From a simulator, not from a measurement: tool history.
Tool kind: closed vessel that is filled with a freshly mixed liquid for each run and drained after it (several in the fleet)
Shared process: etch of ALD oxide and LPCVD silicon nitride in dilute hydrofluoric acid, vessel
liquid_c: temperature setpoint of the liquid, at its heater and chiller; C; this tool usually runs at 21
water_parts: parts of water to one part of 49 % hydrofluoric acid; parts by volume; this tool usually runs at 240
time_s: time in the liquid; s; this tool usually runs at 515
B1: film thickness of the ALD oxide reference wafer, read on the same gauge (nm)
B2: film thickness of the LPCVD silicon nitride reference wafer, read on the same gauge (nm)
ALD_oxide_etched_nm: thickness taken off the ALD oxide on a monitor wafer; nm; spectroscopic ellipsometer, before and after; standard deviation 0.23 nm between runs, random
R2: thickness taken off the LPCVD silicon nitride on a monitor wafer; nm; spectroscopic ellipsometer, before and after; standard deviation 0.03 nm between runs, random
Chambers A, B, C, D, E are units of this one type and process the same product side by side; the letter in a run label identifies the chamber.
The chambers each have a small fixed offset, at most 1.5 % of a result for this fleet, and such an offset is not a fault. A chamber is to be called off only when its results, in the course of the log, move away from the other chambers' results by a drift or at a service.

run 1D hour=6.3 | liquid_c=21 water_parts=240 time_s=515 | B1=129.99 B2=150 | ALD_oxide_etched_nm=32.887 R2=0.89111
run 2E hour=10.9 | liquid_c=21 water_parts=240 time_s=515 | B1=130 B2=150.04 | ALD_oxide_etched_nm=33.102 R2=0.87982
run 3A hour=17.9 | liquid_c=21 water_parts=240 time_s=515 | B1=129.96 B2=150.01 | ALD_oxide_etched_nm=33.621 R2=0.83658
run 4B hour=27.5 | liquid_c=21 water_parts=240 time_s=515 | B1=129.99 B2=150.01 | ALD_oxide_etched_nm=33.498 R2=0.84344
-- hour=28.6 chamber E: hydrofluoric acid flow meter replaced
run 5C hour=32.4 | liquid_c=21 water_parts=240 time_s=515 | B1=130.02 B2=150.04 | ALD_oxide_etched_nm=33.256 R2=0.85242
run 6C hour=40 | liquid_c=21 water_parts=240 time_s=515 | B1=130.02 B2=150.02 | ALD_oxide_etched_nm=33.394 R2=0.88594
run 7E hour=48 | liquid_c=21 water_parts=240 time_s=515 | B1=129.96 B2=150.07 | ALD_oxide_etched_nm=33.421 R2=0.87967
run 8D hour=53.8 | liquid_c=21 water_parts=240 time_s=515 | B1=130.04 B2=149.98 | ALD_oxide_etched_nm=33.124 R2=0.84486
run 9A hour=61.4 | liquid_c=21 water_parts=240 time_s=515 | B1=130.03 B2=149.99 | ALD_oxide_etched_nm=33.559 R2=0.83953
run 10B hour=67.4 | liquid_c=21 water_parts=240 time_s=515 | B1=129.99 B2=150.07 | ALD_oxide_etched_nm=33.856 R2=0.86236
run 11D hour=75.7 | liquid_c=21 water_parts=240 time_s=515 | B1=129.96 B2=149.99 | ALD_oxide_etched_nm=33.018 R2=0.86995
run 12C hour=84.4 | liquid_c=21 water_parts=240 time_s=515 | B1=130.02 B2=150.01 | ALD_oxide_etched_nm=32.886 R2=0.88893
run 13E hour=93.8 | liquid_c=21 water_parts=240 time_s=515 | B1=130.07 B2=150.05 | ALD_oxide_etched_nm=33.541 R2=0.87746
run 14B hour=104.4 | liquid_c=21 water_parts=240 time_s=515 | B1=130 B2=150.02 | ALD_oxide_etched_nm=33.666 R2=0.80463
run 15A hour=113.9 | liquid_c=21 water_parts=240 time_s=515 | B1=130.04 B2=149.99 | ALD_oxide_etched_nm=33.266 R2=0.85258
run 16B hour=118.5 | liquid_c=21 water_parts=240 time_s=515 | B1=130.01 B2=149.99 | ALD_oxide_etched_nm=33.716 R2=0.90388
run 17C hour=127.6 | liquid_c=21 water_parts=240 time_s=515 | B1=130.05 B2=150.01 | ALD_oxide_etched_nm=33.147 R2=0.8819
run 18E hour=137.7 | liquid_c=21 water_parts=240 time_s=515 | B1=129.99 B2=149.97 | ALD_oxide_etched_nm=33.18 R2=0.86323
run 19D hour=145.1 | liquid_c=21 water_parts=240 time_s=515 | B1=130 B2=149.96 | ALD_oxide_etched_nm=32.759 R2=0.8348
run 20A hour=155.3 | liquid_c=21 water_parts=240 time_s=515 | B1=129.98 B2=149.98 | ALD_oxide_etched_nm=33.088 R2=0.81336
run 21A hour=164.9 | liquid_c=21 water_parts=240 time_s=515 | B1=130.04 B2=150.05 | ALD_oxide_etched_nm=32.641 R2=0.79158
run 22E hour=175.3 | liquid_c=21 water_parts=240 time_s=515 | B1=129.99 B2=150.05 | ALD_oxide_etched_nm=33.378 R2=0.8432
run 23D hour=184.9 | liquid_c=21 water_parts=240 time_s=515 | B1=130 B2=149.97 | ALD_oxide_etched_nm=33.14 R2=0.81795
run 24B hour=191.2 | liquid_c=21 water_parts=240 time_s=515 | B1=130.01 B2=149.99 | ALD_oxide_etched_nm=33.942 R2=0.86758
run 25C hour=201.6 | liquid_c=21 water_parts=240 time_s=515 | B1=130.01 B2=150.02 | ALD_oxide_etched_nm=33.671 R2=0.89957
run 26D hour=212.2 | liquid_c=17.5 water_parts=240 time_s=515 | B1=129.97 B2=149.96 | ALD_oxide_etched_nm=29.118 R2=0.68872
run 27A hour=221.3 | liquid_c=17.5 water_parts=240 time_s=515 | B1=130.02 B2=150.02 | ALD_oxide_etched_nm=28.008 R2=0.64092
run 28B hour=231.7 | liquid_c=17.5 water_parts=240 time_s=515 | B1=129.98 B2=149.98 | ALD_oxide_etched_nm=29.235 R2=0.65002
run 29C hour=239.8 | liquid_c=17.5 water_parts=240 time_s=515 | B1=130.01 B2=150.02 | ALD_oxide_etched_nm=29.381 R2=0.70795
-- hour=244.3 chamber B: hydrofluoric acid flow meter replaced
run 30E hour=245.5 | liquid_c=17.5 water_parts=240 time_s=515 | B1=129.98 B2=149.98 | ALD_oxide_etched_nm=29.105 R2=0.66817
run 31B hour=251.8 | liquid_c=21 water_parts=240 time_s=515 | B1=130 B2=149.97 | ALD_oxide_etched_nm=33.138 R2=0.85995
run 32D hour=260.3 | liquid_c=21 water_parts=240 time_s=515 | B1=130.02 B2=149.97 | ALD_oxide_etched_nm=33.246 R2=0.87771
-- hour=262.9 chamber D: thermometer replaced
run 33C hour=268 | liquid_c=22.5 water_parts=240 time_s=515 | B1=129.97 B2=149.96 | ALD_oxide_etched_nm=35.339 R2=0.91189
run 34A hour=276.5 | liquid_c=22.5 water_parts=240 time_s=515 | B1=130.04 B2=150.02 | ALD_oxide_etched_nm=33.048 R2=0.85592
run 35E hour=283.8 | liquid_c=22.5 water_parts=240 time_s=515 | B1=130.01 B2=150 | ALD_oxide_etched_nm=35.357 R2=0.93439
run 36B hour=290.6 | liquid_c=22.5 water_parts=240 time_s=515 | B1=130.01 B2=149.99 | ALD_oxide_etched_nm=35.594 R2=0.94397
run 37A hour=297.1 | liquid_c=22.5 water_parts=240 time_s=515 | B1=130.01 B2=150.03 | ALD_oxide_etched_nm=33.524 R2=0.81427
run 38C hour=302 | liquid_c=21 water_parts=240 time_s=515 | B1=129.99 B2=149.95 | ALD_oxide_etched_nm=33.594 R2=0.87438
run 39D hour=306.8 | liquid_c=21 water_parts=240 time_s=515 | B1=130.01 B2=150.02 | ALD_oxide_etched_nm=33.411 R2=0.83601
run 40E hour=314.2 | liquid_c=21 water_parts=240 time_s=515 | B1=130.03 B2=149.99 | ALD_oxide_etched_nm=32.843 R2=0.86849
run 41C hour=320.6 | liquid_c=21 water_parts=240 time_s=515 | B1=129.97 B2=150.02 | ALD_oxide_etched_nm=33.344 R2=0.83932

Next, every chamber runs the same settings. What will each give?
run 42A hour=328.2 | liquid_c=21 water_parts=240 time_s=515 | ALD_oxide_etched_nm=? R2=?
run 42B hour=328.2 | liquid_c=21 water_parts=240 time_s=515 | ALD_oxide_etched_nm=? R2=?
run 42C hour=328.2 | liquid_c=21 water_parts=240 time_s=515 | ALD_oxide_etched_nm=? R2=?
run 42D hour=328.2 | liquid_c=21 water_parts=240 time_s=515 | ALD_oxide_etched_nm=? R2=?
run 42E hour=328.2 | liquid_c=21 water_parts=240 time_s=515 | ALD_oxide_etched_nm=? R2=?

run=42A ALD_oxide_etched_nm=30.896 R2=0.76876
run=42B ALD_oxide_etched_nm=33.909 R2=0.868
run=42C ALD_oxide_etched_nm=33.229 R2=0.81922
run=42D ALD_oxide_etched_nm=32.928 R2=0.82726
run=42E ALD_oxide_etched_nm=32.909 R2=0.86823
